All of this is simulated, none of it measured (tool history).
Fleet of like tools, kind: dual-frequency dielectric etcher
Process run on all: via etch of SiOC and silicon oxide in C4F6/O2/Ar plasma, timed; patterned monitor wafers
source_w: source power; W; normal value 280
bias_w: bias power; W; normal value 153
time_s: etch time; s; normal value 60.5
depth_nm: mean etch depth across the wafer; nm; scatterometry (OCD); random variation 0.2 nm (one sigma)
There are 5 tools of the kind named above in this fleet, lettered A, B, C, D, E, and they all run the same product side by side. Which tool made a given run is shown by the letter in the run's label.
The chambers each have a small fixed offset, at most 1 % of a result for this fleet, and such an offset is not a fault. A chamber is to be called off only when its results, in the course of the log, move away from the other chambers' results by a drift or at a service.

run	hour	source_w	bias_w	time_s	hours since the last wet clean	hours since the last source power generator calibration	hours since the last bias power generator calibration	read-back reference wafer on the same gauge, depth_nm	depth_nm
1E	4.8	280	153	60.5	52.7	3306.3	1016.4	51.509	56.501
2D	8.9	280	153	60.5	419.9	2477.5	1203	51.491	56.092
3B	13.4	280	153	60.5	507.2	1045.5	1323.2	51.48	56.531
4C	16.4	280	153	60.5	56.2	1063.3	2649.3	51.497	55.668
5A	19.6	280	153	60.5	371.9	89.6	1792.1	51.455	56.594
6C	24.6	280	153	60.5	64.4	1071.5	2657.5	51.483	55.773
7D	30.8	280	153	51	441.8	2499.4	1224.9	51.492	47.507
8E	34.5	280	153	51	82.4	3336	1046.1	51.462	47.819
9B	38.8	280	153	51	532.6	1070.9	1348.6	51.494	47.929
10A	44.5	280	153	51	396.8	114.5	1817	51.537	47.856
11B	48.1	280	153	51	541.9	1080.2	1357.9	51.514	47.747
12E	52	280	153	60.5	99.9	3353.5	1063.6	51.476	56.578
13C	56	280	153	60.5	95.8	1102.9	2688.9	51.455	55.861
14D	61.9	280	153	60.5	472.9	2530.5	1256	51.514	56.149
15A	64.8	280	134	60.5	417.1	134.8	1837.3	51.517	54.655
# hour 68.2: chamber A: wet clean of the chamber
16B	70.8	280	134	60.5	564.6	1102.9	1380.6	51.483	54.204
17A	73.8	280	134	60.5	5.7	143.8	1846.3	51.552	54.405
18C	77.1	280	134	60.5	116.9	1124	2710	51.516	53.491
19D	81.1	280	134	60.5	492.1	2549.7	1275.2	51.453	54.189
20E	85.5	260	165	60.5	133.4	3387	1097.1	51.483	56.391
21B	89.1	260	165	60.5	582.9	1121.2	1398.9	51.512	56.412
22E	93.8	260	165	60.5	141.7	3395.3	1105.4	51.49	56.756
23C	98.7	260	165	60.5	138.5	1145.6	2731.6	51.5	56.05
# hour 103.3: chamber B: wet clean of the chamber
24A	104	260	165	60.5	35.9	174	1876.5	51.526	56.344
25D	108.2	280	153	60.5	519.2	2576.8	1302.3	51.516	56.283
26D	113.2	280	153	60.5	524.2	2581.8	1307.3	51.433	56.244
27A	117.7	280	153	60.5	49.6	187.7	1890.2	51.504	56.532
28E	120.9	280	153	60.5	168.8	3422.4	1132.5	51.508	56.459
29B	124.7	280	153	60.5	21.5	1156.8	1434.5	51.481	57.146
30C	128	280	153	60.5	167.8	1174.9	2760.9	51.512	55.978
31A	131.1	280	153	60.5	63	201.1	1903.6	51.505	56.769
32D	137.3	280	153	60.5	548.3	2605.9	1331.4	51.508	56.236
33C	141.4	230	153	60.5	181.2	1188.3	2774.3	51.466	51.906
34E	146.3	230	153	60.5	194.2	3447.8	1157.9	51.513	52.658
35B	151.8	230	153	60.5	48.6	1183.9	1461.6	51.475	52.683
36D	155.3	230	153	60.5	566.3	2623.9	1349.4	51.497	52.081
37A	160.1	230	153	60.5	92	230.1	1932.6	51.498	52.442
38E	162.8	280	153	60.5	210.7	3464.3	1174.4	51.523	56.568
39C	166.3	280	153	60.5	206.1	1213.2	2799.2	51.451	55.871
40B	171.1	280	153	60.5	67.9	1203.2	1480.9	51.466	56.559
41D	176.9	280	153	60.5	587.9	2645.5	1371	51.501	56.559
42E	183.1	280	180	50	231	3484.6	1194.7	51.489	49.494
43C	187.8	280	180	50	227.6	1234.7	2820.7	51.537	48.845
44B	193.2	280	180	50	90	1225.3	1503	51.501	49.329

What goes on in this fleet: one chamber off, a drifting gauge, or nothing beyond the chambers' own small offsets? Name the chamber and the cause, if any.

The fleet is healthy, with each chamber sitting at its usual small offset and no drift in the gauge.

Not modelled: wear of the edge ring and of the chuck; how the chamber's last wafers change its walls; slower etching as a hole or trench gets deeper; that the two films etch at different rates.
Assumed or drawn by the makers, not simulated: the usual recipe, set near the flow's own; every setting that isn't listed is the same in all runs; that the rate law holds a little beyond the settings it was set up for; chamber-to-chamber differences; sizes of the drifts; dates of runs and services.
